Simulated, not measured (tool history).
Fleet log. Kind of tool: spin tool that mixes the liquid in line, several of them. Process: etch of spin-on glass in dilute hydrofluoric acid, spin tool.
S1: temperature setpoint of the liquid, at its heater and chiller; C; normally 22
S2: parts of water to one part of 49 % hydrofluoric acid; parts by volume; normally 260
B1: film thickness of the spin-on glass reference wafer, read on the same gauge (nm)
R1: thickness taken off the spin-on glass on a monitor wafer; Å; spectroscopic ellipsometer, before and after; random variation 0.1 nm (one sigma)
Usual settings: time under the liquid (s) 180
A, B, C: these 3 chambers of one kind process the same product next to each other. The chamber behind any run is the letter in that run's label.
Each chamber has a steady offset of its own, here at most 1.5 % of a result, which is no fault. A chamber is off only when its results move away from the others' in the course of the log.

Run 1B, hour 4.9: usual settings; B1 130.02. Result: R1 198.81 Å.
Run 2C, hour 14.2: usual settings; B1 129.98. Result: R1 195.42 Å.
Run 3A, hour 25.1: usual settings; B1 129.98. Result: R1 200.85 Å.
Run 4B, hour 30.7: usual settings; B1 129.96. Result: R1 198.97 Å.
Run 5C, hour 38.2: usual settings but S1 25 C; B1 130.01. Result: R1 219.46 Å.
Run 6A, hour 44.9: usual settings but S1 25 C; B1 129.95. Result: R1 222.5 Å.
Run 7C, hour 50.6: usual settings but S1 25 C; B1 129.99. Result: R1 217.71 Å.
Run 8A, hour 57.4: usual settings; B1 130. Result: R1 198.59 Å.
Run 9B, hour 66.1: usual settings; B1 130.04. Result: R1 200.55 Å.
Run 10C, hour 76: usual settings; B1 129.97. Result: R1 194.87 Å.
Run 11A, hour 83.5: usual settings; B1 130.02. Result: R1 197.37 Å.
Run 12B, hour 93.4: usual settings; B1 130.02. Result: R1 198.71 Å.
Run 13A, hour 101.9: usual settings; B1 129.98. Result: R1 196.64 Å.
Run 14B, hour 108.9: usual settings; B1 130.04. Result: R1 201.43 Å.
Run 15C, hour 118.5: usual settings; B1 130.03. Result: R1 194.45 Å.
Run 16A, hour 125.2: usual settings; B1 130.01. Result: R1 198.88 Å.
Run 17C, hour 135.3: usual settings but S2 375 parts by volume; B1 130. Result: R1 121.56 Å.
Run 18B, hour 146.1: usual settings but S2 375 parts by volume; B1 129.97. Result: R1 125.76 Å.
Run 19C, hour 152.5: usual settings but S2 375 parts by volume; B1 130.05. Result: R1 120.62 Å.
Run 20A, hour 157.7: usual settings; B1 129.99. Result: R1 199.97 Å.
Run 21B, hour 165: usual settings but S1 17.5 C, time under the liquid (s) 100; B1 129.95. Result: R1 92.975 Å.
At hour 165.2: chamber C: hydrofluoric acid flow meter replaced.
Run 22C, hour 176: usual settings but S1 17.5 C, time under the liquid (s) 100; B1 130.01. Result: R1 91.252 Å.
At hour 176.9: chamber B: hydrofluoric acid flow meter replaced.
Run 23A, hour 184.5: usual settings but S1 17.5 C, time under the liquid (s) 100; B1 129.99. Result: R1 92.746 Å.
Run 24B, hour 189.9: usual settings; B1 130.01. Result: R1 198.81 Å.
Run 25B, hour 199.4: usual settings; B1 129.98. Result: R1 197.96 Å.
Run 26A, hour 210.1: usual settings; B1 130.02. Result: R1 197.75 Å.
Run 27C, hour 215: usual settings; B1 130. Result: R1 194.94 Å.
Run 28A, hour 224.8: usual settings; B1 129.99. Result: R1 198.94 Å.

All chambers now run identical settings, listed one chamber a line with results as question marks. What results will each chamber show?
Run 29A, hour 232.9: usual settings. Result: R1 ?.
Run 29B, hour 232.9: usual settings. Result: R1 ?.
Run 29C, hour 232.9: usual settings. Result: R1 ?.

run      R1
29A  198.82
29B  200.31
29C  194.26

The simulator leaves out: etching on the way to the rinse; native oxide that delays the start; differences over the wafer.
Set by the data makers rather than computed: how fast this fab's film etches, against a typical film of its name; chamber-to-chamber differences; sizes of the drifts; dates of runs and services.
